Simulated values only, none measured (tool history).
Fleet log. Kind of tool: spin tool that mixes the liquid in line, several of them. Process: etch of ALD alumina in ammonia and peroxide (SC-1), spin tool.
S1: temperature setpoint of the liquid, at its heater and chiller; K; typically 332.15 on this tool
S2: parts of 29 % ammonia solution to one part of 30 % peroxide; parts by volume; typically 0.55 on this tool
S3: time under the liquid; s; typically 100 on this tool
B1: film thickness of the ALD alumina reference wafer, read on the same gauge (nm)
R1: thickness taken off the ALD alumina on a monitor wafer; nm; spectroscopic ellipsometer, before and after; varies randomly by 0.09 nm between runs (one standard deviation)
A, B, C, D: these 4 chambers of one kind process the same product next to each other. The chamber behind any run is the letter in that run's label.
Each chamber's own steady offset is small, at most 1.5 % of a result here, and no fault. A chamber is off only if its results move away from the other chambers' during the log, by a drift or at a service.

| run | day | S1 | S2 | S3 | B1 | R1 |
|---|---|---|---|---|---|---|
|  | 0.35 | chamber D: new drum of ammonia solution connected |
| 1D | 0.446 | 332.15 | 0.55 | 100 | 99.999 | 10.873 |
| 2A | 0.742 | 332.15 | 0.55 | 100 | 100.01 | 10.604 |
| 3C | 1.092 | 332.15 | 0.55 | 100 | 100 | 10.707 |
| 4B | 1.596 | 332.15 | 0.55 | 100 | 100.05 | 10.894 |
| 5D | 2.021 | 332.15 | 0.55 | 100 | 100.06 | 10.803 |
| 6C | 2.454 | 332.15 | 0.55 | 100 | 99.961 | 10.695 |
| 7B | 2.883 | 332.15 | 0.55 | 100 | 99.985 | 10.785 |
| 8A | 3.417 | 332.15 | 0.4 | 135 | 100.02 | 13.85 |
| 9A | 3.779 | 332.15 | 0.4 | 135 | 99.994 | 13.958 |
| 10C | 4.129 | 332.15 | 0.4 | 135 | 100.01 | 13.816 |
| 11B | 4.442 | 332.15 | 0.4 | 135 | 99.949 | 13.984 |
| 12D | 4.846 | 332.15 | 0.55 | 100 | 99.98 | 10.669 |
| 13C | 5.354 | 332.15 | 0.55 | 100 | 100.04 | 10.661 |
| 14B | 5.817 | 332.15 | 0.35 | 100 | 100.03 | 10.305 |
| 15A | 6.433 | 332.15 | 0.35 | 100 | 99.97 | 10.157 |
| 16D | 6.904 | 332.15 | 0.35 | 100 | 99.98 | 10.128 |
| 17B | 7.362 | 332.15 | 0.35 | 100 | 100 | 10.538 |
| 18D | 7.983 | 332.15 | 0.55 | 100 | 100.02 | 10.831 |
| 19A | 8.6 | 332.15 | 0.55 | 100 | 99.987 | 10.565 |
| 20C | 9.012 | 332.15 | 0.55 | 100 | 99.958 | 10.622 |
| 21A | 9.558 | 332.15 | 0.55 | 100 | 99.949 | 10.738 |
|  | 9.779 | chamber B: heated supply line repaired |
| 22B | 9.962 | 325.15 | 0.55 | 40 | 100.01 | 3.0967 |
|  | 9.971 | chamber A: new drum of ammonia solution connected |
| 23C | 10.404 | 325.15 | 0.55 | 40 | 99.975 | 2.954 |
|  | 10.425 | chamber D: new drum of ammonia solution connected |
| 24D | 11.012 | 325.15 | 0.55 | 40 | 99.981 | 2.9697 |
| 25B | 11.588 | 325.15 | 0.55 | 40 | 99.975 | 3.1807 |
| 26C | 11.992 | 332.15 | 0.55 | 100 | 99.988 | 10.565 |
|  | 12.042 | chamber D: ammonia flow meter replaced |
|  | 12.121 | chamber B: new drum of ammonia solution connected |
| 27A | 12.417 | 332.15 | 0.55 | 100 | 100 | 10.658 |
| 28D | 12.962 | 332.15 | 0.55 | 100 | 99.991 | 10.721 |
| 29D | 13.312 | 332.15 | 0.55 | 100 | 99.965 | 10.738 |
| 30C | 13.746 | 323.15 | 0.55 | 100 | 99.985 | 6.5575 |
| 31A | 14.162 | 323.15 | 0.55 | 100 | 100.03 | 6.5894 |
| 32B | 14.671 | 323.15 | 0.55 | 100 | 100 | 7.4458 |
| 33D | 14.958 | 323.15 | 0.55 | 100 | 99.994 | 6.6266 |
| 34A | 15.604 | 332.15 | 0.55 | 60 | 99.989 | 6.325 |
| 35C | 15.942 | 332.15 | 0.55 | 60 | 99.994 | 6.3147 |
|  | 16.083 | chamber D: thermometer replaced |
| 36B | 16.588 | 332.15 | 0.55 | 60 | 99.994 | 7.1497 |
| 37C | 17.058 | 332.15 | 0.55 | 60 | 99.974 | 6.393 |
| 38D | 17.462 | 332.15 | 0.55 | 100 | 100 | 10.758 |
| 39B | 18.092 | 332.15 | 0.55 | 100 | 100.02 | 12.124 |
| 40A | 18.658 | 332.15 | 0.55 | 100 | 100.02 | 10.832 |

Next, every chamber runs the same settings. What will each give?
| 41A | 19.129 | 332.15 | 0.55 | 100 |  | ? |
| 41B | 19.129 | 332.15 | 0.55 | 100 |  | ? |
| 41C | 19.129 | 332.15 | 0.55 | 100 |  | ? |
| 41D | 19.129 | 332.15 | 0.55 | 100 |  | ? |

| run | R1 |
|---|---|
| 41A | 10.592 |
| 41B | 12.06 |
| 41C | 10.565 |
| 41D | 10.743 |

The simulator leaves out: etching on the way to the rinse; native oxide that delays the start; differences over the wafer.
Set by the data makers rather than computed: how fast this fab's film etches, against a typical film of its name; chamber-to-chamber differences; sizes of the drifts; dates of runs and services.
